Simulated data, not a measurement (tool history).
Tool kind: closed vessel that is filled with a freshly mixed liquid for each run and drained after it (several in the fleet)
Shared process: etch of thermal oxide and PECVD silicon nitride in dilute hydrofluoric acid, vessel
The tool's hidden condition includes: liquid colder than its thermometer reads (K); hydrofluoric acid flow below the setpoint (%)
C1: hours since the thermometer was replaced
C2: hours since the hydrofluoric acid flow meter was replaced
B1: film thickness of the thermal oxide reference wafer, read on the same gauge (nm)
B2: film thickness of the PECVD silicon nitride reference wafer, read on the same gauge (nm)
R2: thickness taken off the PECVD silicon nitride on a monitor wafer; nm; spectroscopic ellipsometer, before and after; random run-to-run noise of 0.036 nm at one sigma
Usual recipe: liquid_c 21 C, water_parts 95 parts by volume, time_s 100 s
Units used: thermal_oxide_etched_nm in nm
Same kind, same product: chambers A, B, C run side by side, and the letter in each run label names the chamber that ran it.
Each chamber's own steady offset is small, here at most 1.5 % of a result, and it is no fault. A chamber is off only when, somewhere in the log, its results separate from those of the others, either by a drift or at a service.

Run 1C, hour 10.4: usual settings; C1 1513.4; C2 1510.2; B1 89.989; B2 39.999. Result: thermal_oxide_etched_nm 4.3552 nm, R2 1.4401 nm.
Run 2B, hour 17.2: usual settings; C1 620.7; C2 117.4; B1 90.016; B2 39.975. Result: thermal_oxide_etched_nm 4.3831 nm, R2 1.472 nm.
Run 3A, hour 23.6: usual settings; C1 1129.5; C2 1352.9; B1 89.978; B2 40.028. Result: thermal_oxide_etched_nm 4.3763 nm, R2 1.4549 nm.
Run 4A, hour 35.1: usual settings; C1 1141; C2 1364.4; B1 89.972; B2 39.972. Result: thermal_oxide_etched_nm 4.363 nm, R2 1.4469 nm.
Run 5B, hour 48.2: usual settings but liquid_c 23 C, water_parts 115 parts by volume; C1 651.7; C2 148.4; B1 90.022; B2 39.976. Result: thermal_oxide_etched_nm 3.8045 nm, R2 1.3753 nm.
Run 6C, hour 55.7: usual settings but liquid_c 23 C, water_parts 115 parts by volume; C1 1558.7; C2 1555.5; B1 89.967; B2 39.987. Result: thermal_oxide_etched_nm 3.7206 nm, R2 1.3199 nm.
Run 7B, hour 64: usual settings but liquid_c 23 C, water_parts 115 parts by volume; C1 667.5; C2 164.2; B1 90.007; B2 39.996. Result: thermal_oxide_etched_nm 3.8063 nm, R2 1.3921 nm.
Run 8A, hour 75.6: usual settings; C1 1181.5; C2 1404.9; B1 89.96; B2 40.011. Result: thermal_oxide_etched_nm 4.3798 nm, R2 1.4506 nm.
Run 9C, hour 82.8: usual settings; C1 1585.8; C2 1582.6; B1 90.02; B2 40.038. Result: thermal_oxide_etched_nm 4.3008 nm, R2 1.471 nm.
Run 10B, hour 90.7: usual settings; C1 694.2; C2 190.9; B1 90.005; B2 40.001. Result: thermal_oxide_etched_nm 4.3753 nm, R2 1.4842 nm.
Run 11A, hour 96.7: usual settings; C1 1202.6; C2 1426; B1 90.039; B2 39.982. Result: thermal_oxide_etched_nm 4.3527 nm, R2 1.4567 nm.
Run 12C, hour 102.4: usual settings; C1 1605.4; C2 1602.2; B1 90.02; B2 40.027. Result: thermal_oxide_etched_nm 4.3614 nm, R2 1.5351 nm.
Run 13B, hour 115.4: usual settings; C1 718.9; C2 215.6; B1 89.979; B2 39.987. Result: thermal_oxide_etched_nm 4.3792 nm, R2 1.4462 nm.
Run 14A, hour 125.9: usual settings but time_s 55 s; C1 1231.8; C2 1455.2; B1 89.985; B2 40.024. Result: thermal_oxide_etched_nm 2.4167 nm, R2 0.82569 nm.
Run 15C, hour 138.8: usual settings but time_s 55 s; C1 1641.8; C2 1638.6; B1 89.961; B2 40.026. Result: thermal_oxide_etched_nm 2.3545 nm, R2 0.83149 nm.
Run 16A, hour 148.4: usual settings but time_s 55 s; C1 1254.3; C2 1477.7; B1 90.004; B2 40.016. Result: thermal_oxide_etched_nm 2.4246 nm, R2 0.79425 nm.
Run 17C, hour 154.6: usual settings; C1 1657.6; C2 1654.4; B1 90.006; B2 40.001. Result: thermal_oxide_etched_nm 4.2961 nm, R2 1.4654 nm.
Run 18B, hour 163.7: usual settings; C1 767.2; C2 263.9; B1 90.002; B2 40.01. Result: thermal_oxide_etched_nm 4.3749 nm, R2 1.4668 nm.
Run 19A, hour 170.8: usual settings; C1 1276.7; C2 1500.1; B1 89.994; B2 39.968. Result: thermal_oxide_etched_nm 4.3682 nm, R2 1.4952 nm.
Run 20C, hour 184: usual settings; C1 1687; C2 1683.8; B1 90.068; B2 40.021. Result: thermal_oxide_etched_nm 4.3041 nm, R2 1.3882 nm.
Run 21B, hour 190.6: usual settings; C1 794.1; C2 290.8; B1 89.981; B2 39.985. Result: thermal_oxide_etched_nm 4.3494 nm, R2 1.4551 nm.
Run 22B, hour 200.3: usual settings; C1 803.8; C2 300.5; B1 90.019; B2 40.036. Result: thermal_oxide_etched_nm 4.3609 nm, R2 1.4407 nm.
Run 23A, hour 212: usual settings; C1 1317.9; C2 1541.3; B1 89.978; B2 40.015. Result: thermal_oxide_etched_nm 4.3658 nm, R2 1.4936 nm.
Run 24C, hour 221.9: usual settings; C1 1724.9; C2 1721.7; B1 89.983; B2 40.002. Result: thermal_oxide_etched_nm 4.3143 nm, R2 1.4899 nm.
Run 25C, hour 230.3: usual settings; C1 1733.3; C2 1730.1; B1 90.013; B2 39.985. Result: thermal_oxide_etched_nm 4.3071 nm, R2 1.4786 nm.
Run 26B, hour 241.7: usual settings; C1 845.2; C2 341.9; B1 90.021; B2 40.009. Result: thermal_oxide_etched_nm 4.3753 nm, R2 1.5431 nm.
Run 27A, hour 249.2: usual settings; C1 1355.1; C2 1578.5; B1 90.03; B2 39.994. Result: thermal_oxide_etched_nm 4.3624 nm, R2 1.46 nm.

All chambers now run identical settings, listed one chamber a line with results as question marks. What results will each chamber show?
Run 28A, hour 258.6: usual settings. Result: thermal_oxide_etched_nm ?, R2 ?.
Run 28B, hour 258.6: usual settings. Result: thermal_oxide_etched_nm ?, R2 ?.
Run 28C, hour 258.6: usual settings. Result: thermal_oxide_etched_nm ?, R2 ?.

run  thermal_oxide_etched_nm      R2
28A                   4.3882   1.536
28B                   4.3701  1.4649
28C                     4.34  1.4995

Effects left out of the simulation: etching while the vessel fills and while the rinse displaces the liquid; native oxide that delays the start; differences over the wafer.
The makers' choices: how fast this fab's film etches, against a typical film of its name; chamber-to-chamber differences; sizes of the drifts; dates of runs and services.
